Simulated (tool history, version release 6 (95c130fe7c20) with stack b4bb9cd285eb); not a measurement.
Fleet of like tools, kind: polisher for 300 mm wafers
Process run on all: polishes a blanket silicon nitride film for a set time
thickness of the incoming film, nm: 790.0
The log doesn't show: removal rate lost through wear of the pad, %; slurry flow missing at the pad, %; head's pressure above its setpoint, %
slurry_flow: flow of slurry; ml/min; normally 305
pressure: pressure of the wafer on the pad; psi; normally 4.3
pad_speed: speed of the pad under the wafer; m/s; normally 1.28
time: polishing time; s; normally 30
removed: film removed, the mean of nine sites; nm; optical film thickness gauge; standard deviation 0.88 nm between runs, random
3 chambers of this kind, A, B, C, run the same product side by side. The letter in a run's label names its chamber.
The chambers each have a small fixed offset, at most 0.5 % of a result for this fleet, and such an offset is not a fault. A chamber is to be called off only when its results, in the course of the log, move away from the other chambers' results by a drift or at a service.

run,hour,slurry_flow,pressure,pad_speed,time,wafers polished on this pad,hours since the slurry nozzle was cleaned,hours since the head pressure was calibrated,removed
1C,8.9,305,4.3,1.28,30,478,222.7,334.8,89.278
2B,21.6,305,4.3,1.28,30,1335,188.3,115,88.208
# hour 31.3: chamber B: worn pad replaced by a new one
3A,35.3,305,4.3,1.28,30,415,40.2,232.2,89.838
4C,42.1,305,4.3,1.28,30,801,255.9,368,90.749
5B,51.2,305,4.3,1.28,30,193,217.9,144.6,89.2
6A,59.3,305,4.3,1.28,30,648,64.2,256.2,90.733
# hour 59.6: chamber C: head pressure recalibrated
# hour 59.8: chamber A: worn pad replaced by a new one
7B,72.9,305,4.3,1.28,39,404,239.6,166.3,115.81
8C,79.2,305,4.3,1.28,39,1161,293,19.6,116.64
9A,86.7,305,4.3,1.28,39,262,91.6,283.6,115.39
10C,98.9,305,4.3,1.28,30,1353,312.7,39.3,90.166
11A,112.8,305,4.3,1.28,30,515,117.7,309.7,89.557
# hour 120.1: chamber A: worn pad replaced by a new one
12B,122.1,305,4.3,1.28,30,882,288.8,215.5,90.097
13C,131.1,305,4.3,1.28,30,1666,344.9,71.5,87.397
14B,142,305,4.3,1.28,30,1076,308.7,235.4,89.364
15A,153.9,305,4.3,1.28,30,329,158.8,350.8,90.157
16A,167.4,305,4.3,1.28,30,460,172.3,364.3,90.202
# hour 173.4: chamber B: worn pad replaced by a new one
17B,176.7,305,4.3,1.28,30,32,343.4,270.1,90.959
18C,187.9,305,4.3,1.28,30,2218,401.7,128.3,83.838
# hour 188.4: chamber A: worn pad replaced by a new one
# hour 194.5: chamber C: slurry nozzle cleaned
19C,194.9,305,4.3,1.28,30,2286,0.4,135.3,86.158
# hour 197.9: chamber B: slurry nozzle cleaned
20B,206.7,305,4.3,1.28,30,324,8.9,300.1,90.626
21A,219.9,305,4.3,1.28,30,306,224.8,416.8,89.974
22C,231,305,4.3,1.52,30,2637,36.5,171.4,95.69
23A,243.8,305,4.3,1.52,30,538,248.7,440.7,104.72
# hour 248: chamber A: head pressure recalibrated
24B,250.4,305,4.3,1.52,30,748,52.6,343.8,102.74
# hour 252.4: chamber A: worn pad replaced by a new one
25A,256.9,305,4.3,1.28,30,44,261.8,9,88.359
26C,265.6,305,4.3,1.28,30,2973,71.1,206,82.023
27B,272,305,4.3,1.28,30,958,74.2,365.4,89.916
28C,285.1,230,4.3,1.28,40,3162,90.6,225.5,105.62
# hour 298.6: chamber B: head pressure recalibrated
29B,299.5,230,4.3,1.28,40,1226,101.7,0.9,116.58

Is one chamber off against the others, does the gauge drift, or is nothing wrong? If a chamber is off, say which, and what the likeliest cause is.

Little by little, chamber C moves away from the other chambers.
Cause: removal rate lost through wear of the pad, % = 10.1.
With only this log, it may be confused with: head's pressure below its setpoint, %.

Here are 4 candidates for chamber C's next run, each the usual settings with a change, their results left as question marks. Which one brings its results back in line with what the others give on the usual settings?
A result is in line if it is within this distance of the other chambers' mean on the usual settings: removed 3.1 nm
30C-1,309.8,305,4.1,1.28,30,,,,?
30C-2,309.8,305,4.3,1.34,32,,,,?
30C-3,309.8,305,4.5,1.28,30,,,,?
30C-4,309.8,305,4.1,1.24,29,,,,?

Mean of the other chambers on the usual settings: removed 89.896 nm
run,removed
30C-1,76.987
30C-2,89.328
30C-3,84.563
30C-4,72.582
The answer is 30C-2, which returns the chamber to within the allowed miss of the others.

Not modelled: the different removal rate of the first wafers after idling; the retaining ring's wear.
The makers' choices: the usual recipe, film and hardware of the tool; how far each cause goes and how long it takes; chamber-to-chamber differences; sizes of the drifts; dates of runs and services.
